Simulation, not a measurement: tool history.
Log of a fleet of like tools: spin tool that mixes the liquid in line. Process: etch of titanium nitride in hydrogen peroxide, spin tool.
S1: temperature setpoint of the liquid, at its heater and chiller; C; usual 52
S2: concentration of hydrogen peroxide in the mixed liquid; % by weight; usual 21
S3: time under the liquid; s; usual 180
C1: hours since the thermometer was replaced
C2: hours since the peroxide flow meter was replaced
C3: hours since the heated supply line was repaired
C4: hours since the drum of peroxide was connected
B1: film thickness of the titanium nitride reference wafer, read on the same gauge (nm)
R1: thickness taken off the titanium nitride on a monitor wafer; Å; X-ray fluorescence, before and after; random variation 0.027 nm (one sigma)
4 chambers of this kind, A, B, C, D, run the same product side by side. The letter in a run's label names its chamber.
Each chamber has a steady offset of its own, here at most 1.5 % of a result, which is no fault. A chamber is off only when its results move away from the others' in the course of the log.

run	hour	S1	S2	S3	C1	C2	C3	C4	B1	R1
1D	6.7	52	21	180	137.2	91.1	2443.3	840.9	150.02	51.848
2B	13.1	52	21	180	1313	206.1	686.8	560.2	149.98	52.198
3A	24.3	52	21	180	566.1	1225.9	310	575.4	149.97	51.812
4C	36.2	52	21	180	61.9	1096.6	129.5	81.4	150	51.814
# hour 38.3: chamber C: peroxide flow meter replaced
5C	42.5	52	21	180	68.2	4.2	135.8	87.7	150.03	52.074
6D	53.4	52	21	180	183.9	137.8	2490	887.6	150.01	51.744
7B	62.6	52	21	180	1362.5	255.6	736.3	609.7	150	52.051
8A	71.1	52	21	180	612.9	1272.7	356.8	622.2	149.98	51.461
9A	81	52	21	180	622.8	1282.6	366.7	632.1	149.98	51.186
10C	87.7	52	17.5	180	113.4	49.4	181	132.9	150.02	50.183
# hour 91.4: chamber D: new drum of peroxide connected
11B	96.5	52	17.5	180	1396.4	289.5	770.2	643.6	150.02	49.975
12D	108.3	52	17.5	180	238.8	192.7	2544.9	16.9	150.01	49.862
13B	116.7	52	17.5	180	1416.6	309.7	790.4	663.8	150	49.96
14A	124.5	52	21	180	666.3	1326.1	410.2	675.6	149.99	50.588
15D	130.9	52	21	180	261.4	215.3	2567.5	39.5	150.02	51.447
16C	139.4	52	21	180	165.1	101.1	232.7	184.6	149.97	52.603
17C	145	52	21	180	170.7	106.7	238.3	190.2	150	52.936
18D	151	52	21	180	281.5	235.4	2587.6	59.6	150.01	51.573
19A	159.5	52	21	180	701.3	1361.1	445.2	710.6	149.97	50.569
# hour 161.9: chamber B: thermometer replaced
20B	167.7	52	21	180	5.8	360.7	841.4	714.8	149.99	52.13
21D	173.7	52	21	180	304.2	258.1	2610.3	82.3	150	51.585
# hour 177: chamber A: thermometer replaced
# hour 181.2: chamber A: new drum of peroxide connected
22C	181.4	52	21	180	207.1	143.1	274.7	226.6	150	52.294
23A	187	52	16	260	10	1388.6	472.7	5.9	149.99	68.05
24B	198.3	52	16	260	36.4	391.3	872	745.4	149.99	70.957
25B	205.6	52	16	260	43.7	398.6	879.3	752.7	150.01	71.52
26D	211.3	52	16	260	341.8	295.7	2647.9	119.9	150.02	70.52
27C	220.6	52	21	180	246.3	182.3	313.9	265.8	150	52.299
28A	227.8	52	21	180	50.8	1429.4	513.5	46.7	150.01	48.892
29A	233	56.5	19	180	56	1434.6	518.7	51.9	149.99	65.901
30C	240.5	56.5	19	180	266.2	202.2	333.8	285.7	150.02	70.581

All 4 chambers run these settings next. Forecast each chamber's results:
31A	249.2	43	21	180						?
31B	249.2	43	21	180						?
31C	249.2	43	21	180						?
31D	249.2	43	21	180						?

run	R1
31A	25.138
31B	26.764
31C	26.822
31D	26.977
